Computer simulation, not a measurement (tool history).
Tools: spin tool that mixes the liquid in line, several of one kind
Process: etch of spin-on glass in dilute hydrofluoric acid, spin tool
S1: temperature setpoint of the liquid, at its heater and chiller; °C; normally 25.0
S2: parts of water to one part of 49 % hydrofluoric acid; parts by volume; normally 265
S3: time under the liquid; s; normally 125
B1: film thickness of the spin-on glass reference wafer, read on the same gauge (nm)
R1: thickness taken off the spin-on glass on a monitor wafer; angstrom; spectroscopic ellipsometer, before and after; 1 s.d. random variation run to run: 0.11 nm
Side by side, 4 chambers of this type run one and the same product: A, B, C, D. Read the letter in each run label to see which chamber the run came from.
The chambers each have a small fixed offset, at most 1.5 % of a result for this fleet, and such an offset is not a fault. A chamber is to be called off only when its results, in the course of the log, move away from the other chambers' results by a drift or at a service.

run,day,S1,S2,S3,B1,R1
1C,0.342,25.0,265,125,110.00,157.500
2D,0.583,25.0,265,125,110.03,158.070
3A,0.908,25.0,265,125,110.02,156.420
4B,1.400,25.0,265,125,110.00,157.160
5B,1.646,25.0,265,125,109.99,156.710
6C,2.004,25.0,265,125,109.98,155.930
7D,2.475,25.0,265,125,110.01,157.830
8A,2.950,25.0,265,125,110.00,156.310
9B,3.288,25.0,265,125,110.02,158.740
10D,3.612,22.5,265,65,109.99,74.898
11C,3.967,22.5,265,65,110.01,73.742
12A,4.275,22.5,265,65,110.03,74.067
13B,4.542,22.5,265,65,110.01,74.455
14A,4.892,25.0,265,125,110.03,155.540
15D,5.288,25.0,265,125,109.98,158.240
16C,5.746,25.0,265,125,109.99,155.940
17C,6.100,25.0,265,125,109.99,157.280
18D,6.400,25.0,265,125,110.00,158.400
19B,6.771,25.0,265,170,109.98,210.820
20A,7.125,25.0,265,170,110.04,211.630
21B,7.367,25.0,265,170,109.99,208.250
22C,7.867,25.0,265,170,110.00,211.480
23A,8.338,25.0,265,125,110.00,158.230
24D,8.796,25.0,265,125,109.96,160.140
25A,9.117,25.0,265,125,109.98,159.050
26D,9.492,25.0,265,125,109.96,158.350
27B,9.962,25.0,265,125,109.99,146.850
28C,10.238,25.0,265,125,109.97,156.250
29B,10.725,25.0,265,125,110.04,146.530
30D,11.038,25.0,265,125,110.00,159.540
31A,11.392,25.0,265,125,109.98,156.840

What goes on in this fleet: one chamber off, a drifting gauge, or nothing beyond the chambers' own small offsets? Name the chamber and the cause, if any.

One chamber, B, drifts off from the rest bit by bit.
Cause: liquid colder than its thermometer reads (K) = 2.37.
The log may not separate it from: hydrofluoric acid flow below the setpoint (%).

Below are 4 candidate recipes for chamber B's next run, each the usual settings with a change, their results shown as question marks. Which of them brings B's results back in line with what the other chambers give on the usual settings?
In line means no further than this from the other chambers' mean on the usual settings: R1 3.800 angstrom
32B-1,11.767,25.0,255,130,,?
32B-2,11.767,25.0,265,115,,?
32B-3,11.767,21.5,265,125,,?
32B-4,11.767,25.0,240,125,,?

Usual-settings mean across the other chambers: R1 157.610 angstrom
run,R1
32B-1,157.900
32B-2,133.120
32B-3,127.390
32B-4,163.700
32B-1 brings the chamber back in line.
